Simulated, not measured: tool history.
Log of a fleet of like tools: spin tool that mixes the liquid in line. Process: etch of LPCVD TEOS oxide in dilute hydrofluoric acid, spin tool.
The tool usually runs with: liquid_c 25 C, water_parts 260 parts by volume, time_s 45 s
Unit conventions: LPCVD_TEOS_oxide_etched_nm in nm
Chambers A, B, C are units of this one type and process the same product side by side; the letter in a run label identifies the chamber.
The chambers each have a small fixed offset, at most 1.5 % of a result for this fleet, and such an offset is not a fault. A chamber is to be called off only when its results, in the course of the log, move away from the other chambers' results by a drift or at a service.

run   hour  liquid_c  water_parts  time_s  hours since the thermometer was replaced  hours since the hydrofluoric acid flow meter was replaced  read-back film thickness of the LPCVD TEOS oxide reference wafer, read on the same gauge (nm)  LPCVD_TEOS_oxide_etched_nm
 1B    2.6        25          260      45                                     806.3                                                      541.4                                                                                         150.04                      8.3414
 2A    7.7        25          260      45                                    1858.7                                                       71.4                                                                                         150.01                      8.4100
 3C   12.2        25          260      45                                     383.9                                                      257.2                                                                                         149.99                      8.3243
 4B   17.1        25          260      45                                     820.8                                                      555.9                                                                                         150.00                      8.1723
 5A   20.2        25          260      45                                    1871.2                                                       83.9                                                                                         149.97                      8.5192
 6C   23.1        25          260      45                                     394.8                                                      268.1                                                                                         150.04                      8.5207
 7C   28.1        23          260      45                                     399.8                                                      273.1                                                                                         149.97                      7.8802
 8B   32.0        23          260      45                                     835.7                                                      570.8                                                                                         150.01                      7.8359
 9A   34.7        23          260      45                                    1885.7                                                       98.4                                                                                         150.00                      7.8967
10A   39.8        25          260      45                                    1890.8                                                      103.5                                                                                         150.01                      8.4263
11C   42.6        25          260      45                                     414.3                                                      287.6                                                                                         150.00                      8.4247
12B   47.2        25          260      45                                     850.9                                                      586.0                                                                                         149.99                      8.5034
13C   51.1        25          260      45                                     422.8                                                      296.1                                                                                         149.98                      8.3488
14A   56.2        25          260      45                                    1907.2                                                      119.9                                                                                         150.01                      8.3121
15B   59.3        25          260      45                                     863.0                                                      598.1                                                                                         150.01                      8.3489
16C   62.8        25          260      45                                     434.5                                                      307.8                                                                                         150.00                      8.4265
17A   66.7        25          260      45                                    1917.7                                                      130.4                                                                                         149.99                      8.4577
18B   70.1        25          260      45                                     873.8                                                      608.9                                                                                         150.01                      8.3226
19C   72.5        25          260      45                                     444.2                                                      317.5                                                                                         150.03                      8.4758
20B   74.9        25          260      45                                     878.6                                                      613.7                                                                                         149.97                      8.2352
21A   78.5        25          260      45                                    1929.5                                                      142.2                                                                                         150.04                      8.3743
22A   81.8        25          260      45                                    1932.8                                                      145.5                                                                                         149.99                      8.3549
23C   84.7        25          210      45                                     456.4                                                      329.7                                                                                         150.00                     11.0380
24B   88.1        25          210      45                                     891.8                                                      626.9                                                                                         149.97                     10.9150
25C   93.1        25          210      45                                     464.8                                                      338.1                                                                                         150.01                     11.0230
26A   97.7        25          260      45                                    1948.7                                                      161.4                                                                                         150.02                      8.4853
27B  100.2        25          260      45                                     903.9                                                      639.0                                                                                         149.99                      8.2251

Decide between three cases: one chamber stands off from its peers, the gauge reading all wafers drifts, or nothing is wrong past each chamber's small offset. Where a chamber is off, say which and what most likely put it there.

All chambers stay in line apart from their small fixed offsets, and the gauge does not drift.
